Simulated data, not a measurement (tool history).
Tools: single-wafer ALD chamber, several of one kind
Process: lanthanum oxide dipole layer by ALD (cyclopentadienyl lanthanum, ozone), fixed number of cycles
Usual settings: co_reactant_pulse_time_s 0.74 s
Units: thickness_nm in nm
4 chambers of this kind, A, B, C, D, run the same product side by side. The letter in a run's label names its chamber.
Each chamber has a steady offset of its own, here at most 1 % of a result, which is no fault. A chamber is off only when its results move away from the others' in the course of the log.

run	day	co_reactant_pulse_time_s	read-back reference wafer on the same gauge, thickness_nm	thickness_nm
1A	0.408	0.74	0.50998	0.45015
2D	0.767	0.74	0.50991	0.44765
3B	1.171	0.74	0.50980	0.44604
4C	1.433	0.74	0.50969	0.44781
# day 1.729: chamber C: thermocouple changed; heater temperature recalibrated
5C	1.771	0.74	0.50969	0.44795
6B	2.229	0.74	0.50942	0.44665
7A	2.658	0.74	0.50950	0.44957
8D	3.075	0.74	0.50938	0.44779
9C	3.458	0.87	0.50935	0.47691
10B	3.667	0.87	0.50912	0.47612
11D	4.029	0.87	0.50922	0.47870
# day 4.092: chamber A: ozone generator serviced
12A	4.412	0.87	0.50906	0.47948
13C	4.725	0.74	0.50914	0.44559
14D	4.929	0.74	0.50909	0.44733
15A	5.138	0.74	0.50908	0.44884
16B	5.512	0.74	0.50897	0.44566
17B	5.717	0.92	0.50894	0.48427
18D	6.100	0.92	0.50879	0.48754
19C	6.400	0.92	0.50882	0.48626
20A	6.721	0.92	0.50863	0.48898
21D	6.954	0.74	0.50875	0.44672
22C	7.225	0.74	0.50860	0.44612
# day 7.238: chamber B: ozone generator serviced
23A	7.692	0.74	0.50847	0.44812
24B	7.912	0.74	0.50838	0.44430
25D	8.312	0.74	0.50846	0.44663
26B	8.579	0.91	0.50846	0.48354
27C	8.883	0.91	0.50819	0.48511
28A	9.238	0.91	0.50818	0.48492
29C	9.621	0.91	0.50812	0.48373
30D	9.917	0.62	0.50804	0.40943
31B	10.321	0.62	0.50789	0.40912
# day 10.338: chamber C: ozone generator serviced
32A	10.625	0.62	0.50796	0.41211
33C	10.954	0.62	0.50788	0.41067

Is one chamber off against the others, does the gauge drift, or is nothing wrong? If a chamber is off, say which, and what the likeliest cause is.

The gauge drifts, so all chambers seem to drift together. No chamber is off.
Cause: gauge reads low (%) = 0.427.

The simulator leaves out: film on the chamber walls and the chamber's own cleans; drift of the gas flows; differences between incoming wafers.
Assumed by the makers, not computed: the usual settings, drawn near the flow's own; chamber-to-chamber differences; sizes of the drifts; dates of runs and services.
